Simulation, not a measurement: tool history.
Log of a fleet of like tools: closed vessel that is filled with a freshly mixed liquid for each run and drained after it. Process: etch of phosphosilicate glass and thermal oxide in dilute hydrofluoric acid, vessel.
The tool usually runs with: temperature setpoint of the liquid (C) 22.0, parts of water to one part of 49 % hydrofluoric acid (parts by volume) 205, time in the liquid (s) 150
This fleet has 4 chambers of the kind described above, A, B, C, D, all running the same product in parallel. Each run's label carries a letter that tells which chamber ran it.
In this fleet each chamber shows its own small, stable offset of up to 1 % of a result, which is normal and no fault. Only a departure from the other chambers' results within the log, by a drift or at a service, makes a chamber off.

run  hour  temperature setpoint of the liquid (C)  parts of water to one part of 49 % hydrofluoric acid (parts by volume)  time in the liquid (s)  hours since the thermometer was replaced  hours since the hydrofluoric acid flow meter was replaced  read-back film thickness of the phosphosilicate glass reference wafer, read on the same gauge (nm)  read-back film thickness of the thermal oxide reference wafer, read on the same gauge (nm)  thickness taken off the phosphosilicate glass on a monitor wafer (angstrom)  thickness taken off the thermal oxide on a monitor wafer (angstrom)
 1C   5.1                                    22.0                                                                     205                     150                                     862.5                                                     1879.4                                                                                              150.01                                                                                      90.000                                                                       367.22                                                               28.051
 2D   8.1                                    22.0                                                                     205                     150                                     212.8                                                      558.2                                                                                              150.03                                                                                      90.026                                                                       364.77                                                               27.799
 3B  11.7                                    22.0                                                                     205                     150                                      28.9                                                       47.2                                                                                              149.98                                                                                      90.020                                                                       363.67                                                               28.322
 4A  14.2                                    22.0                                                                     205                     150                                    2290.6                                                     1492.6                                                                                              150.00                                                                                      89.976                                                                       364.83                                                               28.024
 5C  18.8                                    18.5                                                                     205                     150                                     876.2                                                     1893.1                                                                                              149.94                                                                                      90.016                                                                       320.54                                                               24.049
     20.0  -- chamber A: thermometer replaced
 6B  23.9                                    18.5                                                                     205                     150                                      41.1                                                       59.4                                                                                              149.97                                                                                      89.977                                                                       319.16                                                               24.376
 7A  28.6                                    18.5                                                                     205                     150                                       8.7                                                     1507.0                                                                                              149.99                                                                                      90.010                                                                       315.29                                                               24.522
 8D  33.5                                    18.5                                                                     205                     150                                     238.2                                                      583.6                                                                                              149.97                                                                                      89.978                                                                       316.25                                                               24.069
 9A  36.5                                    22.0                                                                     205                     150                                      16.6                                                     1514.9                                                                                              149.99                                                                                      89.989                                                                       363.68                                                               28.205
10B  40.6                                    25.0                                                                     205                     200                                      57.8                                                       76.1                                                                                              149.95                                                                                      89.993                                                                       539.80                                                               40.202
11C  44.3                                    25.0                                                                     205                     200                                     901.7                                                     1918.6                                                                                              150.01                                                                                      89.993                                                                       548.06                                                               42.018
12D  49.0                                    25.0                                                                     205                     200                                     253.7                                                      599.1                                                                                              150.01                                                                                      90.014                                                                       544.76                                                               41.074
13A  51.6                                    25.0                                                                     205                     200                                      31.7                                                     1530.0                                                                                              149.99                                                                                      90.024                                                                       543.49                                                               41.942
14C  54.0                                    22.0                                                                     205                     150                                     911.4                                                     1928.3                                                                                              150.03                                                                                      90.012                                                                       366.36                                                               28.276
15D  57.7                                    22.0                                                                     205                     150                                     262.4                                                      607.8                                                                                              149.98                                                                                      90.010                                                                       365.50                                                               27.780
16B  61.0                                    22.0                                                                     205                     150                                      78.2                                                       96.5                                                                                              149.99                                                                                      89.998                                                                       365.46                                                               27.095
17B  65.2                                    22.0                                                                     205                     150                                      82.4                                                      100.7                                                                                              150.05                                                                                      89.981                                                                       360.84                                                               27.690
18C  69.2                                    22.0                                                                     110                     150                                     926.6                                                     1943.5                                                                                              150.02                                                                                      90.008                                                                       762.80                                                               59.144
19D  72.3                                    22.0                                                                     110                     150                                     277.0                                                      622.4                                                                                              149.99                                                                                      90.018                                                                       759.13                                                               57.238
20A  75.6                                    22.0                                                                     110                     150                                      55.7                                                     1554.0                                                                                              149.98                                                                                      89.980                                                                       737.91                                                               57.963
21D  78.5                                    22.0                                                                     110                     150                                     283.2                                                      628.6                                                                                              150.01                                                                                      90.032                                                                       769.79                                                               58.478
22B  81.1                                    22.0                                                                     205                     150                                      98.3                                                      116.6                                                                                              150.04                                                                                      90.000                                                                       360.05                                                               27.138
23C  84.5                                    22.0                                                                     205                     150                                     941.9                                                     1958.8                                                                                              149.99                                                                                      90.002                                                                       366.08                                                               28.421
24A  89.2                                    22.0                                                                     205                     150                                      69.3                                                     1567.6                                                                                              149.96                                                                                      90.002                                                                       365.26                                                               27.611
25B  92.6                                    22.0                                                                     205                     150                                     109.8                                                      128.1                                                                                              150.04                                                                                      89.994                                                                       366.26                                                               27.931

Has any chamber moved away from the others, gradually or after a service, or does the common gauge drift, or do the chambers differ only by their own small steady offsets? State the chamber and the most likely cause if one applies.

Nothing is wrong: each chamber keeps only its own small, steady offset and the gauge holds still.
